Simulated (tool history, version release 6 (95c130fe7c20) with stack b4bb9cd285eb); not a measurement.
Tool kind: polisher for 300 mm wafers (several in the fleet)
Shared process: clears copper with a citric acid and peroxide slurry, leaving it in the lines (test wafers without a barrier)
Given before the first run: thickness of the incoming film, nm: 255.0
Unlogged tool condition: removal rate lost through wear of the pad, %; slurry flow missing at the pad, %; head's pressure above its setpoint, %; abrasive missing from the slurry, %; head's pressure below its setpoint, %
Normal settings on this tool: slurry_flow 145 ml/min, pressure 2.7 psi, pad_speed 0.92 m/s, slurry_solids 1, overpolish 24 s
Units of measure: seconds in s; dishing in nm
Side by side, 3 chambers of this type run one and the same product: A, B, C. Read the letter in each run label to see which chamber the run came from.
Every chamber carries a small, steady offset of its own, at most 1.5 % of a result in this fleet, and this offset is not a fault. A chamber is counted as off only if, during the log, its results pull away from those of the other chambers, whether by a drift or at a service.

run   hour  slurry_flow  pressure  pad_speed  slurry_solids  overpolish  wafers polished on this pad  hours since the slurry nozzle was cleaned  hours since the head pressure was calibrated  hours since the slurry blender was calibrated  seconds  dishing
       2.2  -- chamber B: worn pad replaced by a new one
 1B    6.1          145       2.7       0.92              1          24                           27                                      522.4                                         283.9                                          363.1   136.54   28.008
        11  -- chamber A: slurry blender recalibrated
 2A   12.8          145       2.7       0.92              1          24                          253                                      560.8                                         223.5                                            1.8   131.13   28.162
 3C   20.4          145       2.7       0.92              1          24                          154                                      326.9                                         307.1                                           44.5   135.62   28.563
 4C   24.5          145       2.7       0.92              1          24                          182                                        331                                         311.2                                           48.6   133.43   28.653
 5A   29.7          145       2.7       0.92              1          24                          370                                      577.7                                         240.4                                           18.7   133.26   28.293
 6B   37.4          145       2.7       0.92              1          24                          243                                      553.7                                         315.2                                          394.4   138.52   28.185
 7C   42.2          145       2.7       0.92              1          24                          304                                      348.7                                         328.9                                           66.3   136.17   28.386
 8A   46.3          145       2.7       0.92              1          24                          485                                      594.3                                           257                                           35.3   136.73   27.568
 9B   52.2          145       2.7       0.92              1          24                          345                                      568.5                                           330                                          409.2   135.29   28.754
10A     59          145       2.7       0.92              1          24                          573                                        607                                         269.7                                             48   137.53   28.542
11B   62.9          145       2.7       0.92              1          24                          419                                      579.2                                         340.7                                          419.9   136.88   28.504
12C     69          145       2.7       0.92              1          24                          490                                      375.5                                         355.7                                           93.1   137.53   28.945
13A   77.1          145       2.7       0.92              1          24                          698                                      625.1                                         287.8                                           66.1   134.63   28.007
14B   84.7          120       2.7       0.92              1          24                          570                                        601                                         362.5                                          441.7   140.22   27.459
15C   88.4          120       2.7       0.92              1          24                          624                                      394.9                                         375.1                                          112.5   137.68   27.997
      91.8  -- chamber B: slurry blender recalibrated
16A   96.4          120       2.7       0.92              1          24                          831                                      644.4                                         307.1                                           85.4   144.41   26.663
     100.7  -- chamber B: head pressure recalibrated
17C    102          145       2.7       0.92              1          24                          718                                      408.5                                         388.7                                          126.1   138.17   28.471
18B  110.4          145       2.7       0.92              1          24                          748                                      626.7                                           9.7                                           18.7   136.64   28.669
19A  117.7          145         2       0.92              1          14                          979                                      665.7                                         328.4                                          106.7   192.08   13.572
     118.1  -- chamber B: worn pad replaced by a new one
     123.6  -- chamber C: worn pad replaced by a new one
20B    126          145         2       0.92              1          14                           55                                      642.3                                          25.3                                           34.3   183.24   14.161
     127.5  -- chamber B: slurry nozzle cleaned
21C  132.4          145         2       0.92              1          14                           61                                      438.9                                         419.1                                          156.5   181.89   14.182
22B    138          145       2.7       0.92              1          24                          138                                       10.6                                          37.3                                           46.3   138.29   28.921
23A  145.7          145       2.7       0.92              1          24                         1172                                      693.7                                         356.4                                          134.7    143.7   26.644
24C    150          145       2.7       0.92              1          24                          182                                      456.5                                         436.7                                          174.1   136.42   28.608
25C  155.7          145       2.7       0.92              1          24                          222                                      462.2                                         442.4                                          179.8   132.67    28.24
26A  163.1          145       2.7       0.92              1          24                         1292                                      711.1                                         373.8                                          152.1   146.65    26.06
27B  167.7          145       2.7       0.92              1          24                          343                                       40.3                                            67                                             76   134.01   28.107

Each of the 3 chambers runs these same settings next. Fill in every chamber's results:
28A  173.9          145       2.7       0.92              1          24                                                                                                                                                                             ?        ?
28B  173.9          145       2.7       0.92              1          24                                                                                                                                                                             ?        ?
28C  173.9          145       2.7       0.92              1          24                                                                                                                                                                             ?        ?

run  seconds  dishing
28A   150.21   25.854
28B   136.67   28.009
28C   135.01   27.974
